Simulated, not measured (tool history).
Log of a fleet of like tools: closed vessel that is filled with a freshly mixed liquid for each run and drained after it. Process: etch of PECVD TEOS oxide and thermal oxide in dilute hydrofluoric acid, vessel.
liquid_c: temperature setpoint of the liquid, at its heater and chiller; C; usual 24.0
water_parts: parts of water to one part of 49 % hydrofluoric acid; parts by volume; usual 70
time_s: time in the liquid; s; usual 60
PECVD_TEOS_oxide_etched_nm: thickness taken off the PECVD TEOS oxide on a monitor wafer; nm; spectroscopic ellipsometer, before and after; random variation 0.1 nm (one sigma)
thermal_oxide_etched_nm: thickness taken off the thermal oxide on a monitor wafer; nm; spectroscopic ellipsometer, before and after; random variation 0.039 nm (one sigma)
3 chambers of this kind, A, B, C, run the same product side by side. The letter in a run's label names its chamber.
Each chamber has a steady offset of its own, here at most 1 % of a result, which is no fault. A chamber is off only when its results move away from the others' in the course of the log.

run   hour  liquid_c  water_parts  time_s  hours since the thermometer was replaced  hours since the hydrofluoric acid flow meter was replaced  read-back film thickness of the PECVD TEOS oxide reference wafer, read on the same gauge (nm)  read-back film thickness of the thermal oxide reference wafer, read on the same gauge (nm)  PECVD_TEOS_oxide_etched_nm  thermal_oxide_etched_nm
 1B    4.7      24.0           70      60                                     689.7                                                      103.1                                                                                         139.98                                                                                      139.95                      17.389                   4.3157
 2C   12.9      24.0           70      60                                    1759.9                                                      801.4                                                                                         140.00                                                                                      139.95                      16.953                   4.1840
 3A   17.9      24.0           70      60                                     887.0                                                      702.3                                                                                         140.01                                                                                      139.99                      17.102                   4.2202
 4C   26.4      24.0           70      60                                    1773.4                                                      814.9                                                                                         139.98                                                                                      139.99                      17.200                   4.2537
 5A   30.5      24.0           70      60                                     899.6                                                      714.9                                                                                         140.00                                                                                      139.93                      17.053                   4.1536
 6B   34.7      24.0          100      60                                     719.7                                                      133.1                                                                                         139.99                                                                                      139.99                      11.661                   2.8948
 7B   43.0      24.0          100      60                                     728.0                                                      141.4                                                                                         139.98                                                                                      139.98                      11.856                   2.8637
 8C   49.2      24.0          100      60                                    1796.2                                                      837.7                                                                                         139.99                                                                                      140.00                      11.416                   2.8453
 9A   56.1      24.0           70      60                                     925.2                                                      740.5                                                                                         139.99                                                                                      139.96                      17.067                   4.2135
10A   63.7      24.0           60      80                                     932.8                                                      748.1                                                                                         140.03                                                                                      139.98                      26.957                   6.7452
11C   69.4      24.0           60      80                                    1816.4                                                      857.9                                                                                         140.01                                                                                      140.02                      26.754                   6.6391
12B   77.8      24.0           60      80                                     762.8                                                      176.2                                                                                         140.02                                                                                      139.97                      27.058                   6.7835
13A   86.3      24.0           70      60                                     955.4                                                      770.7                                                                                         139.99                                                                                      139.93                      17.138                   4.2000
14B   94.2      24.0           70      60                                     779.2                                                      192.6                                                                                         139.99                                                                                      140.02                      17.430                   4.2155
15C   98.9      24.0           70      60                                    1845.9                                                      887.4                                                                                         140.02                                                                                      140.05                      17.298                   4.2206
16A  106.9      24.0           70      60                                     976.0                                                      791.3                                                                                         140.01                                                                                      140.02                      16.914                   4.2284
17C  112.3      21.5           80      60                                    1859.3                                                      900.8                                                                                         139.99                                                                                      140.00                      13.436                   3.3316
18B  117.9      21.5           80      60                                     802.9                                                      216.3                                                                                         139.99                                                                                      140.00                      13.599                   3.3623
19B  122.9      21.5           80      60                                     807.9                                                      221.3                                                                                         140.03                                                                                      140.02                      13.581                   3.3338
20A  129.9      24.0           70      60                                     999.0                                                      814.3                                                                                         140.00                                                                                      140.01                      17.068                   4.2627
21C  137.9      24.0           70      60                                    1884.9                                                      926.4                                                                                         139.96                                                                                      140.02                      17.156                   4.1260
22C  144.7      24.0          105      60                                    1891.7                                                      933.2                                                                                         140.01                                                                                      140.02                      10.881                   2.6459
23A  153.0      24.0          105      60                                    1022.1                                                      837.4                                                                                         140.00                                                                                      140.03                      10.661                   2.6976
24B  157.6      24.0          105      60                                     842.6                                                      256.0                                                                                         140.02                                                                                      139.98                      11.019                   2.6864
25A  162.9      24.0           70      60                                    1032.0                                                      847.3                                                                                         140.01                                                                                      140.00                      17.021                   4.2824
     163.3  -- chamber C: thermometer replaced
26C  170.4      24.0           70      60                                       7.2                                                      958.9                                                                                         139.99                                                                                      140.00                      17.124                   4.1752
     172.3  -- chamber A: thermometer replaced
27B  177.0      24.0           70      60                                     862.0                                                      275.4                                                                                         140.01                                                                                      140.00                      17.201                   4.2662
28A  185.5      24.0           70      60                                      13.2                                                      869.9                                                                                         140.01                                                                                      140.05                      17.244                   4.2485
29B  194.0      24.0           70      60                                     879.0                                                      292.4                                                                                         140.00                                                                                      140.02                      17.323                   4.3302

What goes on in this fleet: one chamber off, a drifting gauge, or nothing beyond the chambers' own small offsets? Name the chamber and the cause, if any.

No chamber stands off beyond its own small offset, and the gauge holds steady.

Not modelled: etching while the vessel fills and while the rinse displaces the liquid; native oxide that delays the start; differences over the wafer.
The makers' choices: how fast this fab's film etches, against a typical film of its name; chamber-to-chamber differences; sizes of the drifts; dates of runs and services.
